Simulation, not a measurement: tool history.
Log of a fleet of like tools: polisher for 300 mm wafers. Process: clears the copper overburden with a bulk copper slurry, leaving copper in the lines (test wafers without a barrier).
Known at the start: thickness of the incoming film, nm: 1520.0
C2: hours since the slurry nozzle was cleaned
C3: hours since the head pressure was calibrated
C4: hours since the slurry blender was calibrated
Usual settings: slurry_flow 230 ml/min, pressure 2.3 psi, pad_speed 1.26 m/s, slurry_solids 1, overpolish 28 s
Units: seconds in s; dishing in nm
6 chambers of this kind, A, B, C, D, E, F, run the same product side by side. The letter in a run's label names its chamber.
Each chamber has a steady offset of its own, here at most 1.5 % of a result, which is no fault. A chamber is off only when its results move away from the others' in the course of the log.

{"hour": 5.8, "done": "chamber A: slurry nozzle cleaned"}
{"run": "1D", "hour": 9.4, "slurry_flow": 230, "pressure": 2.3, "pad_speed": 1.26, "slurry_solids": 1, "overpolish": 28, "wafers polished on this pad": 1065, "C2": 482.1, "C3": 426.3, "C4": 250.6, "seconds": 166.39, "dishing": 104.43}
{"run": "2F", "hour": 16.3, "slurry_flow": 230, "pressure": 2.3, "pad_speed": 1.26, "slurry_solids": 1, "overpolish": 28, "wafers polished on this pad": 233, "C2": 393.4, "C3": 182.2, "C4": 180.1, "seconds": 166.84, "dishing": 100.89}
{"hour": 20.2, "done": "chamber A: slurry blender recalibrated"}
{"run": "3A", "hour": 26.7, "slurry_flow": 230, "pressure": 2.3, "pad_speed": 1.26, "slurry_solids": 1, "overpolish": 28, "wafers polished on this pad": 1171, "C2": 21, "C3": 328.3, "C4": 6.5, "seconds": 167.02, "dishing": 103}
{"hour": 32.9, "done": "chamber E: worn pad replaced by a new one"}
{"run": "4C", "hour": 35.8, "slurry_flow": 230, "pressure": 2.3, "pad_speed": 1.26, "slurry_solids": 1, "overpolish": 28, "wafers polished on this pad": 1292, "C2": 649.9, "C3": 704, "C4": 172, "seconds": 168, "dishing": 100.19}
{"hour": 42.3, "done": "chamber B: slurry blender recalibrated"}
{"run": "5E", "hour": 42.4, "slurry_flow": 230, "pressure": 2.3, "pad_speed": 1.26, "slurry_solids": 1, "overpolish": 28, "wafers polished on this pad": 41, "C2": 211.1, "C3": 1049.4, "C4": 226.7, "seconds": 166.95, "dishing": 100.4}
{"hour": 45.8, "done": "chamber E: head pressure recalibrated"}
{"hour": 46.7, "done": "chamber E: slurry nozzle cleaned"}
{"run": "6B", "hour": 48.7, "slurry_flow": 230, "pressure": 1.5, "pad_speed": 1.26, "slurry_solids": 0.85, "overpolish": 28, "wafers polished on this pad": 689, "C2": 162.8, "C3": 243.8, "C4": 6.5, "seconds": 266.71, "dishing": 75.965}
{"hour": 55.1, "done": "chamber D: worn pad replaced by a new one"}
{"hour": 55.7, "done": "chamber C: worn pad replaced by a new one"}
{"run": "7A", "hour": 56.5, "slurry_flow": 230, "pressure": 1.5, "pad_speed": 1.26, "slurry_solids": 0.85, "overpolish": 28, "wafers polished on this pad": 1301, "C2": 50.8, "C3": 358.1, "C4": 36.3, "seconds": 257.84, "dishing": 74.285}
{"run": "8D", "hour": 61.4, "slurry_flow": 230, "pressure": 1.5, "pad_speed": 1.26, "slurry_solids": 0.85, "overpolish": 28, "wafers polished on this pad": 27, "C2": 534.1, "C3": 478.3, "C4": 302.6, "seconds": 267.92, "dishing": 73.797}
{"hour": 68.9, "done": "chamber A: worn pad replaced by a new one"}
{"run": "9C", "hour": 70.0, "slurry_flow": 230, "pressure": 1.5, "pad_speed": 1.26, "slurry_solids": 0.85, "overpolish": 28, "wafers polished on this pad": 62, "C2": 684.1, "C3": 738.2, "C4": 206.2, "seconds": 267.35, "dishing": 76.337}
{"hour": 72.4, "done": "chamber F: slurry nozzle cleaned"}
{"hour": 73.4, "done": "chamber F: slurry blender recalibrated"}
{"run": "10E", "hour": 78.4, "slurry_flow": 230, "pressure": 1.5, "pad_speed": 1.26, "slurry_solids": 0.85, "overpolish": 28, "wafers polished on this pad": 198, "C2": 31.8, "C3": 32.6, "C4": 262.7, "seconds": 266.59, "dishing": 74.055}
{"run": "11F", "hour": 87.4, "slurry_flow": 230, "pressure": 1.5, "pad_speed": 1.26, "slurry_solids": 0.85, "overpolish": 28, "wafers polished on this pad": 542, "C2": 15, "C3": 253.3, "C4": 14, "seconds": 263.99, "dishing": 75.023}
{"hour": 93.8, "done": "chamber C: slurry blender recalibrated"}
{"run": "12B", "hour": 94.8, "slurry_flow": 230, "pressure": 2.3, "pad_speed": 1.26, "slurry_solids": 1, "overpolish": 28, "wafers polished on this pad": 889, "C2": 208.9, "C3": 289.9, "C4": 52.6, "seconds": 168.81, "dishing": 101.29}
{"hour": 95.0, "done": "chamber F: worn pad replaced by a new one"}
{"run": "13A", "hour": 105.0, "slurry_flow": 230, "pressure": 2.3, "pad_speed": 1.26, "slurry_solids": 1, "overpolish": 28, "wafers polished on this pad": 157, "C2": 99.3, "C3": 406.6, "C4": 84.8, "seconds": 166.26, "dishing": 97.785}
{"hour": 110.2, "done": "chamber D: slurry nozzle cleaned"}
{"hour": 110.4, "done": "chamber D: slurry blender recalibrated"}
{"run": "14E", "hour": 111.6, "slurry_flow": 230, "pressure": 2.3, "pad_speed": 1.26, "slurry_solids": 1, "overpolish": 28, "wafers polished on this pad": 342, "C2": 65, "C3": 65.8, "C4": 295.9, "seconds": 169.43, "dishing": 100.38}
{"hour": 116.4, "done": "chamber B: worn pad replaced by a new one"}
{"run": "15C", "hour": 117.8, "slurry_flow": 230, "pressure": 2.3, "pad_speed": 1.26, "slurry_solids": 1, "overpolish": 28, "wafers polished on this pad": 270, "C2": 731.9, "C3": 786, "C4": 24, "seconds": 169.98, "dishing": 100.53}
{"run": "16F", "hour": 123.3, "slurry_flow": 230, "pressure": 2.3, "pad_speed": 1.26, "slurry_solids": 1, "overpolish": 28, "wafers polished on this pad": 123, "C2": 50.9, "C3": 289.2, "C4": 49.9, "seconds": 163.07, "dishing": 105.3}
{"run": "17D", "hour": 129.8, "slurry_flow": 230, "pressure": 2.3, "pad_speed": 1.26, "slurry_solids": 1, "overpolish": 28, "wafers polished on this pad": 324, "C2": 19.6, "C3": 546.7, "C4": 19.5, "seconds": 163.47, "dishing": 100.08}
{"run": "18B", "hour": 141.0, "slurry_flow": 230, "pressure": 2.3, "pad_speed": 1.26, "slurry_solids": 1, "overpolish": 28, "wafers polished on this pad": 107, "C2": 255.1, "C3": 336.1, "C4": 98.8, "seconds": 170.98, "dishing": 101.43}
{"run": "19E", "hour": 152.2, "slurry_flow": 230, "pressure": 2.3, "pad_speed": 1.26, "slurry_solids": 1, "overpolish": 28, "wafers polished on this pad": 518, "C2": 105.6, "C3": 106.4, "C4": 336.5, "seconds": 168.51, "dishing": 97.214}
{"run": "20F", "hour": 157.4, "slurry_flow": 230, "pressure": 2.3, "pad_speed": 1.26, "slurry_solids": 1, "overpolish": 28, "wafers polished on this pad": 271, "C2": 85, "C3": 323.3, "C4": 84, "seconds": 167.15, "dishing": 102.8}
{"run": "21C", "hour": 163.4, "slurry_flow": 230, "pressure": 2.3, "pad_speed": 1.26, "slurry_solids": 1, "overpolish": 28, "wafers polished on this pad": 468, "C2": 777.5, "C3": 831.6, "C4": 69.6, "seconds": 167.98, "dishing": 101.69}
{"hour": 167.5, "done": "chamber A: slurry blender recalibrated"}
{"run": "22A", "hour": 172.2, "slurry_flow": 230, "pressure": 2.3, "pad_speed": 1.26, "slurry_solids": 1, "overpolish": 28, "wafers polished on this pad": 449, "C2": 166.5, "C3": 473.8, "C4": 4.8, "seconds": 164.8, "dishing": 104.46}
{"run": "23B", "hour": 181.9, "slurry_flow": 230, "pressure": 2.3, "pad_speed": 1.26, "slurry_solids": 1, "overpolish": 28, "wafers polished on this pad": 285, "C2": 296, "C3": 377, "C4": 139.7, "seconds": 167.47, "dishing": 102.82}
{"run": "24D", "hour": 189.7, "slurry_flow": 230, "pressure": 2.3, "pad_speed": 1.26, "slurry_solids": 1, "overpolish": 28, "wafers polished on this pad": 585, "C2": 79.5, "C3": 606.6, "C4": 79.4, "seconds": 165.79, "dishing": 102.13}
{"run": "25E", "hour": 196.0, "slurry_flow": 175, "pressure": 2.3, "pad_speed": 1.12, "slurry_solids": 1, "overpolish": 28, "wafers polished on this pad": 709, "C2": 149.4, "C3": 150.2, "C4": 380.3, "seconds": 201.45, "dishing": 92.039}
{"run": "26B", "hour": 203.6, "slurry_flow": 175, "pressure": 2.3, "pad_speed": 1.12, "slurry_solids": 1, "overpolish": 28, "wafers polished on this pad": 379, "C2": 317.7, "C3": 398.7, "C4": 161.4, "seconds": 194.83, "dishing": 100.45}
{"run": "27D", "hour": 211.5, "slurry_flow": 175, "pressure": 2.3, "pad_speed": 1.12, "slurry_solids": 1, "overpolish": 28, "wafers polished on this pad": 680, "C2": 101.3, "C3": 628.4, "C4": 101.2, "seconds": 194.92, "dishing": 96.209}
{"run": "28C", "hour": 217.1, "slurry_flow": 175, "pressure": 2.3, "pad_speed": 1.12, "slurry_solids": 1, "overpolish": 28, "wafers polished on this pad": 702, "C2": 831.2, "C3": 885.3, "C4": 123.3, "seconds": 195.15, "dishing": 98.331}
{"hour": 220.4, "done": "chamber E: worn pad replaced by a new one"}
{"hour": 225.0, "done": "chamber F: worn pad replaced by a new one"}
{"run": "29A", "hour": 227.8, "slurry_flow": 175, "pressure": 2.3, "pad_speed": 1.12, "slurry_solids": 1, "overpolish": 28, "wafers polished on this pad": 691, "C2": 222.1, "C3": 529.4, "C4": 60.4, "seconds": 192.23, "dishing": 95.483}
{"run": "30F", "hour": 235.2, "slurry_flow": 175, "pressure": 2.3, "pad_speed": 1.12, "slurry_solids": 1, "overpolish": 28, "wafers polished on this pad": 44, "C2": 162.8, "C3": 401.1, "C4": 161.8, "seconds": 195.92, "dishing": 98.469}
{"run": "31C", "hour": 241.5, "slurry_flow": 230, "pressure": 2.3, "pad_speed": 1.26, "slurry_solids": 1, "overpolish": 28, "wafers polished on this pad": 808, "C2": 855.6, "C3": 909.7, "C4": 147.7, "seconds": 169.33, "dishing": 103.64}
{"run": "32E", "hour": 246.7, "slurry_flow": 230, "pressure": 1.8, "pad_speed": 1.26, "slurry_solids": 1, "overpolish": 28, "wafers polished on this pad": 114, "C2": 200.1, "C3": 200.9, "C4": 431, "seconds": 221.59, "dishing": 85.241}
{"run": "33A", "hour": 257.9, "slurry_flow": 230, "pressure": 1.8, "pad_speed": 1.26, "slurry_solids": 1, "overpolish": 28, "wafers polished on this pad": 822, "C2": 252.2, "C3": 559.5, "C4": 90.5, "seconds": 211.56, "dishing": 85.706}
{"hour": 263.1, "done": "chamber C: slurry nozzle cleaned"}
{"hour": 266.5, "done": "chamber E: slurry nozzle cleaned"}
{"run": "34B", "hour": 266.6, "slurry_flow": 230, "pressure": 1.8, "pad_speed": 1.26, "slurry_solids": 1, "overpolish": 28, "wafers polished on this pad": 653, "C2": 380.7, "C3": 461.7, "C4": 224.4, "seconds": 212.51, "dishing": 87.856}
{"run": "35F", "hour": 277.3, "slurry_flow": 230, "pressure": 1.8, "pad_speed": 1.26, "slurry_solids": 1, "overpolish": 28, "wafers polished on this pad": 227, "C2": 204.9, "C3": 443.2, "C4": 203.9, "seconds": 210.58, "dishing": 89.203}
{"run": "36D", "hour": 285.1, "slurry_flow": 230, "pressure": 1.8, "pad_speed": 1.26, "slurry_solids": 1, "overpolish": 28, "wafers polished on this pad": 1000, "C2": 174.9, "C3": 702, "C4": 174.8, "seconds": 209.2, "dishing": 86.765}
{"run": "37B", "hour": 296.1, "slurry_flow": 230, "pressure": 1.8, "pad_speed": 1.26, "slurry_solids": 1, "overpolish": 28, "wafers polished on this pad": 781, "C2": 410.2, "C3": 491.2, "C4": 253.9, "seconds": 216.35, "dishing": 87.144}
{"run": "38C", "hour": 302.9, "slurry_flow": 230, "pressure": 2.3, "pad_speed": 1.26, "slurry_solids": 0.8, "overpolish": 14, "wafers polished on this pad": 1075, "C2": 39.8, "C3": 971.1, "C4": 209.1, "seconds": 175.45, "dishing": 66.645}
{"hour": 304.3, "done": "chamber F: slurry blender recalibrated"}
{"run": "39A", "hour": 314.0, "slurry_flow": 230, "pressure": 2.3, "pad_speed": 1.26, "slurry_solids": 0.8, "overpolish": 14, "wafers polished on this pad": 1066, "C2": 308.3, "C3": 615.6, "C4": 146.6, "seconds": 174.24, "dishing": 68.336}
{"run": "40E", "hour": 321.3, "slurry_flow": 230, "pressure": 2.3, "pad_speed": 1.26, "slurry_solids": 0.8, "overpolish": 14, "wafers polished on this pad": 439, "C2": 54.9, "C3": 275.5, "C4": 505.6, "seconds": 187.11, "dishing": 64.966}
{"run": "41F", "hour": 327.1, "slurry_flow": 230, "pressure": 2.3, "pad_speed": 1.26, "slurry_solids": 0.8, "overpolish": 14, "wafers polished on this pad": 444, "C2": 254.7, "C3": 493, "C4": 22.8, "seconds": 173.56, "dishing": 71.813}
{"run": "42D", "hour": 337.9, "slurry_flow": 230, "pressure": 2.3, "pad_speed": 1.26, "slurry_solids": 0.8, "overpolish": 14, "wafers polished on this pad": 1229, "C2": 227.7, "C3": 754.8, "C4": 227.6, "seconds": 174.43, "dishing": 67.84}

All 6 chambers run these settings next. Forecast each chamber's results:
{"run": "43A", "hour": 346.0, "slurry_flow": 190, "pressure": 2.3, "pad_speed": 1.26, "slurry_solids": 1, "overpolish": 28, "seconds": "?", "dishing": "?"}
{"run": "43B", "hour": 346.0, "slurry_flow": 190, "pressure": 2.3, "pad_speed": 1.26, "slurry_solids": 1, "overpolish": 28, "seconds": "?", "dishing": "?"}
{"run": "43C", "hour": 346.0, "slurry_flow": 190, "pressure": 2.3, "pad_speed": 1.26, "slurry_solids": 1, "overpolish": 28, "seconds": "?", "dishing": "?"}
{"run": "43D", "hour": 346.0, "slurry_flow": 190, "pressure": 2.3, "pad_speed": 1.26, "slurry_solids": 1, "overpolish": 28, "seconds": "?", "dishing": "?"}
{"run": "43E", "hour": 346.0, "slurry_flow": 190, "pressure": 2.3, "pad_speed": 1.26, "slurry_solids": 1, "overpolish": 28, "seconds": "?", "dishing": "?"}
{"run": "43F", "hour": 346.0, "slurry_flow": 190, "pressure": 2.3, "pad_speed": 1.26, "slurry_solids": 1, "overpolish": 28, "seconds": "?", "dishing": "?"}

run=43A seconds=170.49 dishing=95.729
run=43B seconds=174.58 dishing=103.78
run=43C seconds=169.88 dishing=102.71
run=43D seconds=173.28 dishing=98.4
run=43E seconds=184.38 dishing=98.499
run=43F seconds=171.42 dishing=98.925
